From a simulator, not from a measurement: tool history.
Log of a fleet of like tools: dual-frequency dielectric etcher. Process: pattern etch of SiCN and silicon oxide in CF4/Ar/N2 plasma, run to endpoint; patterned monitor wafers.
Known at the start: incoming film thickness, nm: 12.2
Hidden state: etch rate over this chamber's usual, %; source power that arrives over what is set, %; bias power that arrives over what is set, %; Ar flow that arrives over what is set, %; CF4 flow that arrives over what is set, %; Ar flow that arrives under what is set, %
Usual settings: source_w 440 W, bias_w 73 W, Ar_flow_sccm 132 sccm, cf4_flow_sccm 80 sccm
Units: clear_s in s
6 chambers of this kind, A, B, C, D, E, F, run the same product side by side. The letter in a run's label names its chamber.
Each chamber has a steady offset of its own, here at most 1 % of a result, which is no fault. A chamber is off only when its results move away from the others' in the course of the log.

| run | hour | source_w | bias_w | Ar_flow_sccm | cf4_flow_sccm | hours since the last wet clean | hours since the last source power generator calibration | hours since the last bias power generator calibration | hours since the last Ar flow controller change | hours since the last CF4 flow controller change | clear_s |
|---|---|---|---|---|---|---|---|---|---|---|---|
| 1A | 6.7 | 440 | 73 | 132 | 80 | 329.9 | 1935.6 | 2309.7 | 2089.7 | 2082.7 | 14.527 |
| 2C | 14.2 | 440 | 73 | 132 | 80 | 421.5 | 200.3 | 985.6 | 567.6 | 519.3 | 14.816 |
| 3E | 21.4 | 440 | 73 | 132 | 80 | 319.9 | 923.4 | 2434.4 | 3492.1 | 3973.2 | 14.698 |
| 4B | 27.6 | 440 | 73 | 132 | 80 | 44.4 | 1953.7 | 1302.8 | 844.4 | 97.8 | 14.780 |
| 5F | 37.3 | 440 | 73 | 132 | 80 | 114.3 | 2690.6 | 772.6 | 2943.6 | 2408.9 | 14.651 |
|  | 39.5 | chamber C: wet clean of the chamber |
| 6D | 48.2 | 440 | 73 | 132 | 80 | 370.0 | 323.3 | 1643.1 | 910.4 | 4168.1 | 14.613 |
|  | 54.5 | chamber A: wet clean of the chamber |
| 7E | 58.6 | 440 | 73 | 132 | 80 | 357.1 | 960.6 | 2471.6 | 3529.3 | 4010.4 | 14.522 |
| 8C | 68.5 | 440 | 73 | 132 | 80 | 29.0 | 254.6 | 1039.9 | 621.9 | 573.6 | 14.643 |
| 9F | 77.1 | 360 | 73 | 132 | 94 | 154.1 | 2730.4 | 812.4 | 2983.4 | 2448.7 | 17.027 |
| 10D | 83.6 | 360 | 73 | 132 | 94 | 405.4 | 358.7 | 1678.5 | 945.8 | 4203.5 | 16.865 |
| 11A | 93.0 | 360 | 73 | 132 | 94 | 38.5 | 2021.9 | 2396.0 | 2176.0 | 2169.0 | 16.813 |
|  | 100.4 | chamber E: wet clean of the chamber |
| 12B | 102.3 | 360 | 73 | 132 | 94 | 119.1 | 2028.4 | 1377.5 | 919.1 | 172.5 | 17.118 |
| 13E | 114.6 | 360 | 73 | 132 | 94 | 14.3 | 1016.6 | 2527.6 | 3585.3 | 4066.4 | 17.021 |
| 14C | 124.6 | 360 | 73 | 132 | 94 | 85.1 | 310.7 | 1096.0 | 678.0 | 629.7 | 17.183 |
| 15A | 130.8 | 440 | 73 | 132 | 80 | 76.3 | 2059.7 | 2433.8 | 2213.8 | 2206.8 | 14.600 |
| 16B | 143.4 | 440 | 73 | 132 | 80 | 160.2 | 2069.5 | 1418.6 | 960.2 | 213.6 | 14.884 |
| 17F | 150.4 | 540 | 73 | 160 | 80 | 227.4 | 2803.7 | 885.7 | 3056.7 | 2522.0 | 12.581 |
| 18D | 160.0 | 540 | 73 | 160 | 80 | 481.8 | 435.1 | 1754.9 | 1022.2 | 4279.9 | 12.654 |
| 19A | 165.9 | 540 | 73 | 160 | 80 | 111.4 | 2094.8 | 2468.9 | 2248.9 | 2241.9 | 12.577 |
| 20B | 178.5 | 540 | 73 | 160 | 80 | 195.3 | 2104.6 | 1453.7 | 995.3 | 248.7 | 12.740 |
| 21D | 188.2 | 540 | 73 | 160 | 80 | 510.0 | 463.3 | 1783.1 | 1050.4 | 4308.1 | 12.502 |
| 22F | 196.1 | 540 | 73 | 160 | 80 | 273.1 | 2849.4 | 931.4 | 3102.4 | 2567.7 | 12.370 |
| 23E | 204.3 | 440 | 58 | 132 | 80 | 104.0 | 1106.3 | 2617.3 | 3675.0 | 4156.1 | 15.772 |
| 24C | 213.0 | 440 | 58 | 132 | 80 | 173.5 | 399.1 | 1184.4 | 766.4 | 718.1 | 15.950 |
| 25E | 224.7 | 440 | 58 | 132 | 80 | 124.4 | 1126.7 | 2637.7 | 3695.4 | 4176.5 | 15.875 |
| 26D | 234.2 | 440 | 58 | 132 | 80 | 556.0 | 509.3 | 1829.1 | 1096.4 | 4354.1 | 15.757 |
| 27C | 245.4 | 440 | 58 | 132 | 80 | 205.9 | 431.5 | 1216.8 | 798.8 | 750.5 | 15.939 |
|  | 249.0 | chamber A: bias power generator calibrated |
| 28B | 256.7 | 440 | 58 | 132 | 80 | 273.5 | 2182.8 | 1531.9 | 1073.5 | 326.9 | 15.978 |
|  | 256.9 | chamber D: wet clean of the chamber |
| 29F | 265.8 | 440 | 73 | 132 | 80 | 342.8 | 2919.1 | 1001.1 | 3172.1 | 2637.4 | 14.402 |
|  | 266.4 | chamber F: source power generator calibrated |
| 30A | 273.5 | 440 | 73 | 132 | 80 | 219.0 | 2202.4 | 24.5 | 2356.5 | 2349.5 | 14.684 |
| 31A | 280.0 | 440 | 73 | 132 | 80 | 225.5 | 2208.9 | 31.0 | 2363.0 | 2356.0 | 14.650 |
| 32B | 292.6 | 440 | 73 | 132 | 80 | 309.4 | 2218.7 | 1567.8 | 1109.4 | 362.8 | 14.813 |
| 33D | 303.8 | 440 | 88 | 132 | 71 | 47.0 | 578.9 | 1898.7 | 1166.0 | 4423.7 | 13.882 |
| 34E | 316.1 | 440 | 88 | 132 | 71 | 215.8 | 1218.1 | 2729.1 | 3786.8 | 4267.9 | 14.042 |
| 35F | 326.2 | 440 | 88 | 132 | 71 | 403.2 | 59.8 | 1061.5 | 3232.5 | 2697.8 | 13.603 |
| 36C | 333.2 | 440 | 88 | 132 | 71 | 293.7 | 519.3 | 1304.6 | 886.6 | 838.3 | 13.988 |
| 37E | 344.5 | 440 | 88 | 132 | 71 | 244.2 | 1246.5 | 2757.5 | 3815.2 | 4296.3 | 13.947 |

Next, every chamber runs the same settings. What will each give?
| 38A | 353.9 | 440 | 73 | 132 | 80 |  |  |  |  |  | ? |
| 38B | 353.9 | 440 | 73 | 132 | 80 |  |  |  |  |  | ? |
| 38C | 353.9 | 440 | 73 | 132 | 80 |  |  |  |  |  | ? |
| 38D | 353.9 | 440 | 73 | 132 | 80 |  |  |  |  |  | ? |
| 38E | 353.9 | 440 | 73 | 132 | 80 |  |  |  |  |  | ? |
| 38F | 353.9 | 440 | 73 | 132 | 80 |  |  |  |  |  | ? |

| run | clear_s |
|---|---|
| 38A | 14.551 |
| 38B | 14.869 |
| 38C | 14.642 |
| 38D | 14.600 |
| 38E | 14.658 |
| 38F | 14.102 |
